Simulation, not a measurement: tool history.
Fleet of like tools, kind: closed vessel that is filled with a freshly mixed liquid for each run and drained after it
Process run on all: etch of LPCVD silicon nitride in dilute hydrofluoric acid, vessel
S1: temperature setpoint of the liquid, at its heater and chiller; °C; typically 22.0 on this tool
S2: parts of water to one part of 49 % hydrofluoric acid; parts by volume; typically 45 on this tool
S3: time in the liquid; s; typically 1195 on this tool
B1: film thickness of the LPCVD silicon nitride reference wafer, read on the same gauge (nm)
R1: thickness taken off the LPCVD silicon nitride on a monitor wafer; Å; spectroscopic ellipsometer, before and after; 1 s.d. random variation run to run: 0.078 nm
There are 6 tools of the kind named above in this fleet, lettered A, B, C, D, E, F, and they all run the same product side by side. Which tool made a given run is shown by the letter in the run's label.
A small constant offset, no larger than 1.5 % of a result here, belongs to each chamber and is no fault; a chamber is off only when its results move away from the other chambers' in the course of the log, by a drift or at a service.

{"run": "1E", "day": 0.204, "S1": 22.0, "S2": 45, "S3": 1195, "B1": 49.972, "R1": 126.59}
{"run": "2C", "day": 0.367, "S1": 22.0, "S2": 45, "S3": 1195, "B1": 50.015, "R1": 125.72}
{"run": "3F", "day": 0.725, "S1": 22.0, "S2": 45, "S3": 1195, "B1": 50.032, "R1": 126.28}
{"run": "4A", "day": 1.088, "S1": 22.0, "S2": 45, "S3": 1195, "B1": 50.052, "R1": 125.38}
{"run": "5B", "day": 1.362, "S1": 22.0, "S2": 45, "S3": 1195, "B1": 49.966, "R1": 124.35}
{"run": "6D", "day": 1.688, "S1": 22.0, "S2": 45, "S3": 1195, "B1": 50.002, "R1": 124.82}
{"run": "7A", "day": 1.854, "S1": 22.0, "S2": 45, "S3": 1195, "B1": 50.026, "R1": 124.53}
{"run": "8E", "day": 2.217, "S1": 22.0, "S2": 45, "S3": 1195, "B1": 49.986, "R1": 125.33}
{"run": "9D", "day": 2.392, "S1": 22.0, "S2": 45, "S3": 1195, "B1": 49.993, "R1": 123.57}
{"run": "10C", "day": 2.6, "S1": 22.0, "S2": 45, "S3": 1195, "B1": 50.02, "R1": 126.85}
{"run": "11B", "day": 2.908, "S1": 22.0, "S2": 45, "S3": 1195, "B1": 49.931, "R1": 124.19}
{"run": "12F", "day": 3.088, "S1": 22.0, "S2": 45, "S3": 1195, "B1": 50.016, "R1": 126.23}
{"run": "13F", "day": 3.421, "S1": 22.0, "S2": 45, "S3": 1195, "B1": 49.961, "R1": 126.2}
{"run": "14A", "day": 3.746, "S1": 22.0, "S2": 45, "S3": 1195, "B1": 50.006, "R1": 126.23}
{"run": "15B", "day": 3.967, "S1": 22.0, "S2": 45, "S3": 1195, "B1": 49.992, "R1": 126.73}
{"run": "16C", "day": 4.142, "S1": 20.5, "S2": 45, "S3": 1195, "B1": 49.988, "R1": 112.9}
{"run": "17D", "day": 4.329, "S1": 20.5, "S2": 45, "S3": 1195, "B1": 49.96, "R1": 111.53}
{"run": "18E", "day": 4.5, "S1": 20.5, "S2": 45, "S3": 1195, "B1": 50.026, "R1": 113.55}
{"run": "19C", "day": 4.817, "S1": 20.5, "S2": 45, "S3": 1195, "B1": 49.99, "R1": 113.91}
{"run": "20E", "day": 5.038, "S1": 20.5, "S2": 45, "S3": 1195, "B1": 50.023, "R1": 114.39}
{"run": "21F", "day": 5.404, "S1": 20.5, "S2": 45, "S3": 1195, "B1": 49.994, "R1": 114.17}
{"run": "22A", "day": 5.625, "S1": 22.0, "S2": 45, "S3": 1195, "B1": 49.977, "R1": 125.35}
{"run": "23D", "day": 5.979, "S1": 22.0, "S2": 45, "S3": 1195, "B1": 49.969, "R1": 124.27}
{"day": 5.983, "done": "chamber F: hydrofluoric acid flow meter replaced"}
{"run": "24B", "day": 6.242, "S1": 22.0, "S2": 45, "S3": 1195, "B1": 49.96, "R1": 130.41}
{"run": "25C", "day": 6.408, "S1": 22.0, "S2": 45, "S3": 1195, "B1": 49.98, "R1": 124.5}
{"run": "26D", "day": 6.654, "S1": 22.0, "S2": 45, "S3": 1195, "B1": 50.002, "R1": 125.21}
{"run": "27E", "day": 6.833, "S1": 22.0, "S2": 45, "S3": 1195, "B1": 49.974, "R1": 126.29}
{"day": 7.029, "done": "chamber B: hydrofluoric acid flow meter replaced"}
{"run": "28A", "day": 7.146, "S1": 22.0, "S2": 45, "S3": 1195, "B1": 49.956, "R1": 125.97}
{"day": 7.404, "done": "chamber E: thermometer replaced"}
{"run": "29B", "day": 7.512, "S1": 22.0, "S2": 45, "S3": 1195, "B1": 50.032, "R1": 131.61}
{"run": "30F", "day": 7.762, "S1": 22.0, "S2": 45, "S3": 1195, "B1": 49.929, "R1": 124.07}
{"run": "31C", "day": 8.071, "S1": 22.0, "S2": 45, "S3": 1195, "B1": 49.969, "R1": 125.66}
{"day": 8.325, "done": "chamber D: thermometer replaced"}
{"run": "32E", "day": 8.346, "S1": 22.0, "S2": 45, "S3": 1195, "B1": 49.961, "R1": 127.9}
{"run": "33D", "day": 8.725, "S1": 22.0, "S2": 45, "S3": 1195, "B1": 49.977, "R1": 123.8}
{"run": "34B", "day": 8.896, "S1": 22.0, "S2": 45, "S3": 1195, "B1": 49.993, "R1": 134.62}
{"run": "35F", "day": 9.125, "S1": 22.0, "S2": 45, "S3": 1195, "B1": 49.983, "R1": 124.88}
{"run": "36A", "day": 9.383, "S1": 22.0, "S2": 45, "S3": 1195, "B1": 49.978, "R1": 125.3}
{"run": "37A", "day": 9.754, "S1": 17.0, "S2": 50, "S3": 1195, "B1": 50.041, "R1": 80.159}
{"run": "38C", "day": 10.096, "S1": 17.0, "S2": 50, "S3": 1195, "B1": 50.001, "R1": 79.508}
{"run": "39D", "day": 10.267, "S1": 17.0, "S2": 50, "S3": 1195, "B1": 49.994, "R1": 78.744}

What goes on in this fleet: one chamber off, a drifting gauge, or nothing beyond the chambers' own small offsets? Name the chamber and the cause, if any.

Little by little, chamber B moves away from the other chambers.
Likeliest cause: liquid hotter than its thermometer reads (K) = 1.27.

Chamber B could run next with any of the 4 candidate recipes listed below; each alters the usual settings, and their results appear as question marks. Which one brings its results back in line with what the other chambers deliver on the usual settings?
In-line tolerance around the mean of the other chambers on the usual settings: R1 2.700 Å
{"run": "40B-1", "day": 10.538, "S1": 21.5, "S2": 45, "S3": 1130, "R1": "?"}
{"run": "40B-2", "day": 10.538, "S1": 21.5, "S2": 45, "S3": 1075, "R1": "?"}
{"run": "40B-3", "day": 10.538, "S1": 22.5, "S2": 45, "S3": 1265, "R1": "?"}
{"run": "40B-4", "day": 10.538, "S1": 22.5, "S2": 40, "S3": 1195, "R1": "?"}

The mean the other chambers reach with the usual settings: R1 125.170 Å
run=40B-1 R1=123.890
run=40B-2 R1=117.860
run=40B-3 R1=148.540
run=40B-4 R1=157.250
Change 40B-1 lands the chamber within the allowed miss of the other chambers.
